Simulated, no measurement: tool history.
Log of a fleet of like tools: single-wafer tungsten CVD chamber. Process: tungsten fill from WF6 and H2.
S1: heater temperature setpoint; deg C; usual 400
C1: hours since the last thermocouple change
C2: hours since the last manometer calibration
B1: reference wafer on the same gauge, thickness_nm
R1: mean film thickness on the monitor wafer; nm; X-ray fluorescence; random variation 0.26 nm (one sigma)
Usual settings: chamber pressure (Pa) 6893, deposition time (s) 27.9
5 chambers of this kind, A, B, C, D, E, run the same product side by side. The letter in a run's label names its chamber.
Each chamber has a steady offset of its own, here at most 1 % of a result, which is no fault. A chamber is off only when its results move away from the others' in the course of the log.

Run 1D, day 0.579: usual settings; C1 15.7; C2 2337.7; B1 111.04. Result: R1 104.58 nm.
Run 2E, day 0.933: usual settings; C1 256; C2 1780.5; B1 111.02. Result: R1 104.3 nm.
Run 3A, day 1.379: usual settings; C1 1581; C2 1589.7; B1 111.05. Result: R1 103.83 nm.
Run 4C, day 1.9: usual settings; C1 1408.4; C2 1953.5; B1 111. Result: R1 103.15 nm.
Run 5B, day 2.325: usual settings; C1 1152.4; C2 467.9; B1 111. Result: R1 103.49 nm.
At day 2.546: chamber A: capacitance manometer re-zeroed and calibrated.
Run 6A, day 2.712: usual settings; C1 1613; C2 4.1; B1 111.05. Result: R1 104.04 nm.
Run 7B, day 3.312: usual settings; C1 1176.1; C2 491.6; B1 111.01. Result: R1 104.7 nm.
Run 8C, day 3.667: usual settings; C1 1450.8; C2 1995.9; B1 111.02. Result: R1 103.52 nm.
Run 9D, day 4.229: usual settings; C1 103.3; C2 2425.3; B1 111.03. Result: R1 104.33 nm.
Run 10E, day 4.767: usual settings; C1 348; C2 1872.5; B1 110.96. Result: R1 104.25 nm.
Run 11A, day 5.371: usual settings; C1 1676.8; C2 67.9; B1 111. Result: R1 104.06 nm.
Run 12E, day 5.729: usual settings; C1 371.1; C2 1895.6; B1 110.95. Result: R1 103.97 nm.
Run 13B, day 6.267: usual settings; C1 1247; C2 562.5; B1 111.05. Result: R1 103.81 nm.
Run 14C, day 6.75: usual settings; C1 1524.8; C2 2069.9; B1 110.96. Result: R1 103.38 nm.
Run 15D, day 7.312: usual settings; C1 177.3; C2 2499.3; B1 110.96. Result: R1 104.22 nm.
Run 16A, day 7.592: usual settings; C1 1730.1; C2 121.2; B1 110.95. Result: R1 103.75 nm.
Run 17E, day 7.879: usual settings; C1 422.7; C2 1947.2; B1 110.98. Result: R1 103.82 nm.
Run 18C, day 8.421: usual settings; C1 1564.9; C2 2110; B1 111.05. Result: R1 103.32 nm.
Run 19D, day 8.796: usual settings; C1 212.9; C2 2534.9; B1 110.99. Result: R1 104.4 nm.
Run 20B, day 9.262: usual settings; C1 1318.9; C2 634.4; B1 111.04. Result: R1 104.16 nm.
Run 21A, day 9.6: usual settings; C1 1778.3; C2 169.4; B1 111.02. Result: R1 104.4 nm.
Run 22E, day 10.033: usual settings; C1 474.4; C2 1998.9; B1 111.02. Result: R1 103.69 nm.
At day 10.138: chamber D: capacitance manometer re-zeroed and calibrated.
Run 23D, day 10.612: usual settings; C1 256.5; C2 11.4; B1 110.97. Result: R1 104.42 nm.
Run 24B, day 11.171: usual settings; C1 1364.7; C2 680.2; B1 111.01. Result: R1 104.43 nm.
Run 25C, day 11.788: usual settings; C1 1645.7; C2 2190.8; B1 111.02. Result: R1 103.38 nm.
Run 26D, day 12.346: usual settings but S1 407 deg C, chamber pressure (Pa) 8039; C1 298.1; C2 53; B1 111.02. Result: R1 126.95 nm.
Run 27B, day 12.804: usual settings but S1 407 deg C, chamber pressure (Pa) 8039; C1 1403.9; C2 719.4; B1 110.96. Result: R1 126.37 nm.
Run 28C, day 13.212: usual settings but S1 407 deg C, chamber pressure (Pa) 8039; C1 1679.9; C2 2225; B1 111. Result: R1 125.84 nm.
Run 29A, day 13.708: usual settings but S1 407 deg C, chamber pressure (Pa) 8039; C1 1876.9; C2 268; B1 111. Result: R1 125.51 nm.
Run 30E, day 14.104: usual settings but S1 407 deg C, chamber pressure (Pa) 8039; C1 572.1; C2 2096.6; B1 110.94. Result: R1 125.92 nm.
Run 31D, day 14.388: usual settings; C1 347.1; C2 102; B1 111.05. Result: R1 104.68 nm.
Run 32C, day 14.9: usual settings but S1 386 deg C, chamber pressure (Pa) 8226; C1 1720.4; C2 2265.5; B1 111.08. Result: R1 85.944 nm.
Run 33B, day 15.3: usual settings but S1 386 deg C, chamber pressure (Pa) 8226; C1 1463.8; C2 779.3; B1 111.01. Result: R1 86.315 nm.
Run 34E, day 15.879: usual settings but S1 386 deg C, chamber pressure (Pa) 8226; C1 614.7; C2 2139.2; B1 111.03. Result: R1 86.417 nm.
Run 35A, day 16.488: usual settings but S1 386 deg C, chamber pressure (Pa) 8226; C1 1943.6; C2 334.7; B1 111.01. Result: R1 86.336 nm.
Run 36B, day 17.1: usual settings but S1 386 deg C, chamber pressure (Pa) 8226; C1 1507; C2 822.5; B1 110.99. Result: R1 86.375 nm.
Run 37E, day 17.492: usual settings but chamber pressure (Pa) 8546; C1 653.4; C2 2177.9; B1 110.99. Result: R1 114.33 nm.
Run 38D, day 17.933: usual settings but chamber pressure (Pa) 8546; C1 432.2; C2 187.1; B1 111.01. Result: R1 115.34 nm.
Run 39C, day 18.233: usual settings but chamber pressure (Pa) 8546; C1 1800.4; C2 2345.5; B1 111.04. Result: R1 113.85 nm.

Next, every chamber runs the same settings. What will each give?
Run 40A, day 18.688: usual settings. Result: R1 ?.
Run 40B, day 18.688: usual settings. Result: R1 ?.
Run 40C, day 18.688: usual settings. Result: R1 ?.
Run 40D, day 18.688: usual settings. Result: R1 ?.
Run 40E, day 18.688: usual settings. Result: R1 ?.

run      R1
40A  103.89
40B  104.13
40C  103.41
40D  104.54
40E  104.16

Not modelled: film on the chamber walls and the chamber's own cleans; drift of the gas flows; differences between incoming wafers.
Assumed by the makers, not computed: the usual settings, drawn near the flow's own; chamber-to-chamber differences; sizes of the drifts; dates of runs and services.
